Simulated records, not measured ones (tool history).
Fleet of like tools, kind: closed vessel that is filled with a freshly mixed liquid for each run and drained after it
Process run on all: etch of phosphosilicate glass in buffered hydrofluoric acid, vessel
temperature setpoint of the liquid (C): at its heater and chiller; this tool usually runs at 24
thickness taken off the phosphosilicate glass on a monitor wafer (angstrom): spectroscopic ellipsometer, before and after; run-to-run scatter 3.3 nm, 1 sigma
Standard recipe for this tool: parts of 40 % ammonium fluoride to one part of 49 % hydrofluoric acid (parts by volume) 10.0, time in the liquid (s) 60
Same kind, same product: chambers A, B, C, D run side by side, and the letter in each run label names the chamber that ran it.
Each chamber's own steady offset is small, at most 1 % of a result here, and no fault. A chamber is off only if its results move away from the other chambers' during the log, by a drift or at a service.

| run | hour | temperature setpoint of the liquid (C) | parts of 40 % ammonium fluoride to one part of 49 % hydrofluoric acid (parts by volume) | time in the liquid (s) | read-back film thickness of the phosphosilicate glass reference wafer, read on the same gauge (nm) | thickness taken off the phosphosilicate glass on a monitor wafer (angstrom) |
|---|---|---|---|---|---|---|
| 1B | 5.3 | 24 | 10.0 | 60 | 149.98 | 3473.2 |
| 2D | 10.8 | 24 | 10.0 | 60 | 150.01 | 3395.4 |
| 3C | 18.1 | 24 | 10.0 | 60 | 150.01 | 3463.2 |
| 4A | 24.1 | 24 | 10.0 | 60 | 150.01 | 3489.4 |
| 5B | 35.4 | 24 | 10.0 | 60 | 150.00 | 3495.9 |
|  | 38.4 | chamber D: hydrofluoric acid flow meter replaced |
| 6A | 44.8 | 24 | 10.0 | 60 | 149.99 | 3446.3 |
| 7C | 54.7 | 24 | 10.0 | 60 | 149.98 | 3463.3 |
| 8D | 59.9 | 24 | 10.0 | 60 | 150.01 | 3436.9 |
| 9A | 68.5 | 24 | 10.0 | 60 | 150.01 | 3485.6 |
| 10C | 78.9 | 24 | 10.0 | 60 | 149.99 | 3445.1 |
| 11D | 85.0 | 26 | 10.0 | 40 | 150.01 | 2613.9 |
| 12B | 92.4 | 26 | 10.0 | 40 | 150.02 | 2570.2 |
|  | 100.5 | chamber C: hydrofluoric acid flow meter replaced |
| 13A | 103.3 | 26 | 10.0 | 40 | 150.02 | 2471.6 |
| 14C | 113.6 | 26 | 10.0 | 40 | 150.00 | 2535.4 |
| 15B | 122.0 | 24 | 10.0 | 60 | 150.00 | 3481.5 |
| 16D | 130.0 | 26 | 7.5 | 60 | 149.98 | 5065.6 |
| 17A | 140.8 | 26 | 7.5 | 60 | 149.99 | 4804.1 |
| 18D | 146.7 | 26 | 7.5 | 60 | 150.00 | 4966.9 |
| 19C | 154.9 | 26 | 7.5 | 60 | 149.99 | 4981.0 |
| 20B | 160.7 | 24 | 10.0 | 60 | 150.00 | 3408.3 |
| 21B | 171.9 | 24 | 10.0 | 60 | 150.01 | 3392.3 |
| 22A | 183.5 | 24 | 10.0 | 60 | 150.03 | 3216.4 |
| 23D | 192.0 | 24 | 10.0 | 60 | 150.00 | 3453.8 |
| 24C | 202.2 | 24 | 10.0 | 60 | 149.98 | 3423.3 |
| 25A | 208.6 | 24 | 10.0 | 60 | 150.00 | 3198.0 |
| 26C | 215.8 | 24 | 10.0 | 60 | 149.99 | 3378.5 |
| 27B | 223.5 | 24 | 10.0 | 60 | 150.02 | 3441.4 |

Is one chamber out of step, is the gauge drifting, or do the chambers differ by no more than their own small offsets? For an off chamber, give its letter and the likeliest cause.

It is chamber A that slowly wanders off from its peers.
Most likely cause: liquid colder than its thermometer reads (K) = 1.5.
With only this log, it may be confused with: hydrofluoric acid flow below the setpoint (%).

Below are 4 candidate recipes for chamber A's next run, each the usual settings with a change, their results shown as question marks. Which of them brings A's results back in line with what the other chambers give on the usual settings?
In line means no further than this from the other chambers' mean on the usual settings: thickness taken off the phosphosilicate glass on a monitor wafer (angstrom) 110.0
| 28A-1 | 231.9 | 24.5 | 9.5 | 65 |  | ? |
| 28A-2 | 231.9 | 24.0 | 10.0 | 65 |  | ? |
| 28A-3 | 231.9 | 24.0 | 11.5 | 60 |  | ? |
| 28A-4 | 231.9 | 24.0 | 10.0 | 55 |  | ? |

Usual-settings mean across the other chambers: thickness taken off the phosphosilicate glass on a monitor wafer (angstrom) 3438.7
| run | thickness taken off the phosphosilicate glass on a monitor wafer (angstrom) |
|---|---|
| 28A-1 | 3673.3 |
| 28A-2 | 3460.5 |
| 28A-3 | 2783.4 |
| 28A-4 | 2928.2 |
The right change is 28A-2: it brings the chamber back within the allowed miss of the others.

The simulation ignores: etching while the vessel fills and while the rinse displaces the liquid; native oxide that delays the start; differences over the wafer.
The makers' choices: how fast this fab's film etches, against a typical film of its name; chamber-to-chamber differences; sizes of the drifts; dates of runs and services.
